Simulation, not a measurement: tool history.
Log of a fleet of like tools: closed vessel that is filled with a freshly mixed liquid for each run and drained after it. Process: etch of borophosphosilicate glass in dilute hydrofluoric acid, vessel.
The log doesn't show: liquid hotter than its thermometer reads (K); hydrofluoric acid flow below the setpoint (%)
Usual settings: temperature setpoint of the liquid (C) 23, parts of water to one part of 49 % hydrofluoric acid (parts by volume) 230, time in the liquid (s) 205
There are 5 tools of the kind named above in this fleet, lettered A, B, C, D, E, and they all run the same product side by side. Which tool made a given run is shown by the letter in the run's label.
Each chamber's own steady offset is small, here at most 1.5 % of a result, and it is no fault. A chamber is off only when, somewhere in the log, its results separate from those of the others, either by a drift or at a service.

run,hour,temperature setpoint of the liquid (C),parts of water to one part of 49 % hydrofluoric acid (parts by volume),time in the liquid (s),hours since the thermometer was replaced,hours since the hydrofluoric acid flow meter was replaced,"read-back film thickness of the borophosphosilicate glass reference wafer, read on the same gauge (nm)",thickness taken off the borophosphosilicate glass on a monitor wafer (angstrom)
1D,5.5,23,230,205,880.9,570.5,70.017,557.18
2B,10.9,23,230,205,676.6,636.9,70.01,561.37
3C,15.8,23,230,205,759.4,1058.6,70.002,551.81
4A,19.6,23,230,205,528.6,846.3,69.991,558.96
5E,24.2,23,230,205,981.8,134,69.998,566.96
6C,27.5,23,230,205,771.1,1070.3,70.017,549.14
7D,32.8,23,230,205,908.2,597.8,70.009,559.49
8A,35.6,23,230,205,544.6,862.3,70.005,562.56
9B,39.4,23,230,205,705.1,665.4,69.994,556.03
10E,43.8,23,230,205,1001.4,153.6,69.95,569.12
11B,46.8,23,230,205,712.5,672.8,69.968,559.12
12A,50.6,23,230,205,559.6,877.3,69.966,558.6
13E,54.3,23,230,205,1011.9,164.1,70.041,570.67
14D,58.3,23,230,205,933.7,623.3,69.964,556.66
15C,63.9,23,230,205,807.5,1106.7,70.015,553.94
16C,68.3,23,230,205,811.9,1111.1,69.97,551.53
17E,71.9,23,230,205,1029.5,181.7,70.008,570.09
18A,75,23,230,205,584,901.7,69.969,560.22
19B,80.8,23,230,205,746.5,706.8,70.02,556.34
20D,84.2,23,230,205,959.6,649.2,70.036,556.09
21D,89.3,20,130,205,964.7,654.3,69.988,968.04
22A,93.4,20,130,205,602.4,920.1,70.007,981.03
23E,99,20,130,205,1056.6,208.8,69.95,991.73
24B,102.2,20,130,205,767.9,728.2,69.969,984.97
25C,106.1,20,130,205,849.7,1148.9,70.01,960.15
26E,111.5,23,230,205,1069.1,221.3,70.029,569.99
27C,116.9,23,230,205,860.5,1159.7,69.997,554.4
28B,120.1,23,230,205,785.8,746.1,70.026,558.25
29A,123.6,23,230,205,632.6,950.3,70,560.11
30D,126.3,23,230,205,1001.7,691.3,69.988,560.73
31C,129.2,23,230,205,872.8,1172,70.015,549.94
32A,135.1,23,230,205,644.1,961.8,70.04,559.44
# hour 136.9: chamber D: hydrofluoric acid flow meter replaced
33E,140.7,23,230,205,1098.3,250.5,70.034,564.89
34B,146.5,23,230,205,812.2,772.5,70.036,557.79
35D,150.5,23,230,205,1025.9,13.6,70.01,554.41
36D,155.3,25,230,315,1030.7,18.4,69.985,924.9
37A,158.8,25,230,315,667.8,985.5,70.022,925.9
38C,164.2,25,230,315,907.8,1207,69.998,914.66
39B,169.3,25,230,315,835,795.3,69.994,924.4

The same settings go to every chamber for the next run, one line per chamber below. Forecast the results for each:
40A,173.6,23,230,275,,,,?
40B,173.6,23,230,275,,,,?
40C,173.6,23,230,275,,,,?
40D,173.6,23,230,275,,,,?
40E,173.6,23,230,275,,,,?

run,thickness taken off the borophosphosilicate glass on a monitor wafer (angstrom)
40A,751.93
40B,744.66
40C,741.39
40D,753.5
40E,761.01
